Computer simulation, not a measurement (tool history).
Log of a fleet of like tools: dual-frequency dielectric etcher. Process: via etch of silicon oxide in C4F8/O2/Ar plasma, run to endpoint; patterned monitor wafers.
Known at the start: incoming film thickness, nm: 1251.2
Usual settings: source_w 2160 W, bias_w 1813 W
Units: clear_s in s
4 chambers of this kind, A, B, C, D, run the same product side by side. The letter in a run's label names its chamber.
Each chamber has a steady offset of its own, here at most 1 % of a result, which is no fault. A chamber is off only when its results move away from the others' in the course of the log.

run   hour  source_w  bias_w  hours since the last wet clean  hours since the last source power generator calibration  hours since the last bias power generator calibration  clear_s
 1C    7.1      2160    1813                           556.3                                                    213.2                                                  973.0   245.73
 2D   13.0      2160    1813                           251.8                                                    862.4                                                 2236.2   244.77
 3B   19.3      2160    1813                           107.7                                                   1979.2                                                 2534.3   244.48
 4A   26.0      2160    1813                           480.0                                                   2304.0                                                 1016.8   244.81
 5C   33.2      2160    1813                           582.4                                                    239.3                                                  999.1   245.92
 6D   38.7      2160    1813                           277.5                                                    888.1                                                 2261.9   243.88
      39.1  -- chamber A: wet clean of the chamber
 7B   45.1      2160    1813                           133.5                                                   2005.0                                                 2560.1   245.54
 8A   49.9      2160    1813                            10.8                                                   2327.9                                                 1040.7   244.69
 9B   56.4      2160    1813                           144.8                                                   2016.3                                                 2571.4   243.57
10D   64.3      2160    1813                           303.1                                                    913.7                                                 2287.5   242.56
11A   70.8      2660    1813                            31.7                                                   2348.8                                                 1061.6   225.80
      72.7  -- chamber C: wet clean of the chamber
12C   76.5      2660    1813                             3.8                                                    282.6                                                 1042.4   227.34
13D   82.7      2660    1813                           321.5                                                    932.1                                                 2305.9   224.07
14B   88.4      2660    1813                           176.8                                                   2048.3                                                 2603.4   226.26
15A   92.6      2160    1813                            53.5                                                   2370.6                                                 1083.4   245.51
16C  100.6      2160    1813                            27.9                                                    306.7                                                 1066.5   246.91
17D  104.9      2650    1813                           343.7                                                    954.3                                                 2328.1   224.13
18B  112.2      2650    1813                           200.6                                                   2072.1                                                 2627.2   224.30
19A  118.6      2650    1813                            79.5                                                   2396.6                                                 1109.4   225.53
20C  123.5      2650    1813                            50.8                                                    329.6                                                 1089.4   227.76
21A  128.8      2160    1813                            89.7                                                   2406.8                                                 1119.6   244.85
22D  132.5      2160    1813                           371.3                                                    981.9                                                 2355.7   242.65
     135.9  -- chamber B: bias power generator calibrated
23B  138.0      2160    1813                           226.4                                                   2097.9                                                    2.2   245.12
24C  144.2      2160    1813                            71.5                                                    350.3                                                 1110.1   244.39
25A  151.3      2160    1813                           112.2                                                   2429.3                                                 1142.1   246.73
26C  155.6      2440    1813                            82.9                                                    361.7                                                 1121.5   234.43
27B  163.0      2440    1813                           251.4                                                   2122.9                                                   27.2   232.97
28D  169.0      2440    1813                           407.8                                                   1018.4                                                 2392.2   233.36
29C  176.8      2440    1813                           104.1                                                    382.9                                                 1142.7   234.16
30D  183.1      2160    1813                           421.9                                                   1032.5                                                 2406.3   243.17
31A  191.2      2670    1813                           152.1                                                   2469.2                                                 1182.0   226.09
32B  197.1      2670    1813                           285.5                                                   2157.0                                                   61.3   224.63
33B  204.7      2670    1813                           293.1                                                   2164.6                                                   68.9   224.35
34D  209.0      2670    1813                           447.8                                                   1058.4                                                 2432.2   224.55
35A  216.5      2160    1813                           177.4                                                   2494.5                                                 1207.3   244.69
36C  221.4      2160    1813                           148.7                                                    427.5                                                 1187.3   245.33
37A  228.0      2160    1813                           188.9                                                   2506.0                                                 1218.8   244.78

Next, every chamber runs the same settings. What will each give?
38A  234.1      1730    1813                                                                                                                                                        ?
38B  234.1      1730    1813                                                                                                                                                        ?
38C  234.1      1730    1813                                                                                                                                                        ?
38D  234.1      1730    1813                                                                                                                                                        ?

run  clear_s
38A   269.05
38B   268.90
38C   268.55
38D   266.39
